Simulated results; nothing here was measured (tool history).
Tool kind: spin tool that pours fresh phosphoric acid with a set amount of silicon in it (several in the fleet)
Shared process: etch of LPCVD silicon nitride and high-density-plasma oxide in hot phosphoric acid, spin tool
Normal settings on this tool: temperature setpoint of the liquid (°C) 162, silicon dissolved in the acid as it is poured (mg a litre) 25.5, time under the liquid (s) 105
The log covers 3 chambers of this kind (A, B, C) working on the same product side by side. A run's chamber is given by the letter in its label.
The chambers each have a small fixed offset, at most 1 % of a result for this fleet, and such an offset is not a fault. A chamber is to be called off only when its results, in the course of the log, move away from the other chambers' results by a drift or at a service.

run	hour	temperature setpoint of the liquid (°C)	silicon dissolved in the acid as it is poured (mg a litre)	time under the liquid (s)	hours since the thermometer was replaced	hours since the dissolved silicon flow meter was replaced	hours since the heated supply line was repaired	read-back film thickness of the LPCVD silicon nitride reference wafer, read on the same gauge (nm)	read-back film thickness of the high-density-plasma oxide reference wafer, read on the same gauge (nm)	thickness taken off the LPCVD silicon nitride on a monitor wafer (angstrom)	thickness taken off the high-density-plasma oxide on a monitor wafer (angstrom)
1C	4.0	162	25.5	105	69.2	6.4	349.7	50.004	99.962	93.338	3.33020
2A	8.2	162	25.5	105	535.0	1045.9	849.2	49.999	99.997	91.253	3.26730
3B	14.2	162	25.5	105	564.3	836.3	444.1	49.988	99.984	91.583	3.83530
4B	21.1	162	25.5	105	571.2	843.2	451.0	50.025	100.010	89.854	3.34260
5A	27.8	162	25.5	105	554.6	1065.5	868.8	49.994	99.997	91.701	3.08980
6C	32.0	162	25.5	105	97.2	34.4	377.7	50.001	100.010	92.478	2.56640
7C	37.8	162	25.5	105	103.0	40.2	383.5	50.001	99.994	90.680	3.18760
8B	45.6	162	25.5	105	595.7	867.7	475.5	50.003	100.010	91.797	2.76590
9A	50.8	162	25.5	105	577.6	1088.5	891.8	50.014	99.984	90.841	3.07520
10A	57.5	162	25.5	105	584.3	1095.2	898.5	49.990	99.988	91.511	2.63550
11C	65.4	162	25.5	105	130.6	67.8	411.1	49.987	100.010	91.218	3.05610
12B	72.6	162	25.5	105	622.7	894.7	502.5	50.005	100.010	91.197	3.80540
13B	79.1	162	25.5	105	629.2	901.2	509.0	50.014	99.974	91.539	3.71900
14A	85.9	162	42.0	60	612.7	1123.6	926.9	50.015	100.010	52.930	0.75665
15C	90.4	162	42.0	60	155.6	92.8	436.1	50.016	100.000	52.223	0.84162
16A	96.1	162	42.0	60	622.9	1133.8	937.1	49.986	99.994	52.206	0.74672
17B	103.7	162	25.5	50	653.8	925.8	533.6	49.992	100.020	43.637	1.47440
18C	109.7	162	25.5	50	174.9	112.1	455.4	50.000	99.976	43.813	1.36940
19A	117.8	162	25.5	50	644.6	1155.5	958.8	50.002	100.030	43.292	1.44880
20C	122.8	162	25.5	105	188.0	125.2	468.5	50.020	100.020	91.472	2.68830

Read the log: is a single chamber off, either drifting away or since a service, is the gauge that measures every chamber drifting, or is nothing wrong beyond small per-chamber offsets? Name any odd chamber and what most likely caused it.

Nothing is wrong: each chamber keeps only its own small, steady offset and the gauge holds still.
